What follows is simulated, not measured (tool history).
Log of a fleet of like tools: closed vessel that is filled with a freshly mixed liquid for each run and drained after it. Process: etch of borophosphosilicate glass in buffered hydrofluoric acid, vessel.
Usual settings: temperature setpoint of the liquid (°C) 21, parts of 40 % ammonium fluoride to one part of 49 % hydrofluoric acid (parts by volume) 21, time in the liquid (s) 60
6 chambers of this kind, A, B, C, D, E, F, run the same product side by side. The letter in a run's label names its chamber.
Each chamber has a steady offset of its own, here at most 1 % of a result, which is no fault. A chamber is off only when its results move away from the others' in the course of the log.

run	day	temperature setpoint of the liquid (°C)	parts of 40 % ammonium fluoride to one part of 49 % hydrofluoric acid (parts by volume)	time in the liquid (s)	read-back film thickness of the borophosphosilicate glass reference wafer, read on the same gauge (nm)	thickness taken off the borophosphosilicate glass on a monitor wafer (nm)
1E	0.371	21	21	60	70.008	54.269
2B	0.675	21	21	60	69.977	54.586
3D	1.342	21	21	60	70.002	54.273
4A	1.846	21	21	60	70.011	54.390
5C	2.175	21	21	60	69.996	53.699
6F	2.512	21	21	60	69.989	54.341
7C	3.158	21	21	60	70.014	54.413
8D	3.592	21	21	60	69.981	53.690
9B	3.888	21	21	60	69.970	54.081
10A	4.296	21	21	60	70.032	54.813
11E	4.633	21	21	60	69.998	54.484
12F	5.242	21	21	30	69.998	26.985
13C	5.783	21	21	30	70.017	26.937
14E	6.204	21	21	30	70.007	27.003
15F	6.525	21	21	30	69.981	26.840
16A	6.975	21	21	30	70.001	27.399
17D	7.350	21	21	30	70.000	27.063
18B	7.642	21	21	60	70.003	54.338
19D	8.288	18	21	60	70.030	45.806
# day 8.729: chamber D: thermometer replaced
20A	8.938	18	21	60	69.980	46.547
21E	9.292	18	21	60	70.020	46.370
22F	9.767	18	21	60	70.043	45.835
23B	10.129	18	21	60	69.956	45.883
24C	10.642	18	21	60	69.996	46.185
25B	11.029	21	21	60	69.994	54.357
# day 11.338: chamber C: hydrofluoric acid flow meter replaced
26C	11.700	21	26	95	69.994	74.235
27F	12.354	21	26	95	70.005	74.430
28A	12.683	21	26	95	69.999	76.234
29D	12.992	21	26	95	69.994	74.049
30E	13.375	21	26	95	70.018	73.659
31A	14.021	21	26	95	69.993	77.048
# day 14.342: chamber E: hydrofluoric acid flow meter replaced
32B	14.471	24	21	40	70.030	42.815
33C	14.871	24	21	40	69.977	42.256
34D	15.533	24	21	40	70.016	42.611
35E	16.188	24	21	40	69.988	42.660
36F	16.671	24	21	40	70.025	42.490
37C	17.325	24	21	40	70.004	42.391

Is one chamber off against the others, does the gauge drift, or is nothing wrong? If a chamber is off, say which, and what the likeliest cause is.

Chamber A drifts away from the others.
Cause: hydrofluoric acid flow above the setpoint (%) = 7.51.
The log may not tell that from: liquid hotter than its thermometer reads (K).

Here are 4 candidates for chamber A's next run, each the usual settings with a change, their results left as question marks. Which one brings its results back in line with what the others give on the usual settings?
In line means no further than this from the other chambers' mean on the usual settings: thickness taken off the borophosphosilicate glass on a monitor wafer (nm) 0.920
38A-1	17.808	22	21.0	60		?
38A-2	17.808	21	22.0	55		?
38A-3	17.808	21	22.5	60		?
38A-4	17.808	21	18.5	60		?

The other chambers' mean on the usual settings: thickness taken off the borophosphosilicate glass on a monitor wafer (nm) 54.178
run	thickness taken off the borophosphosilicate glass on a monitor wafer (nm)
38A-1	60.712
38A-2	50.646
38A-3	54.398
38A-4	65.141
38A-3 brings the chamber back in line.
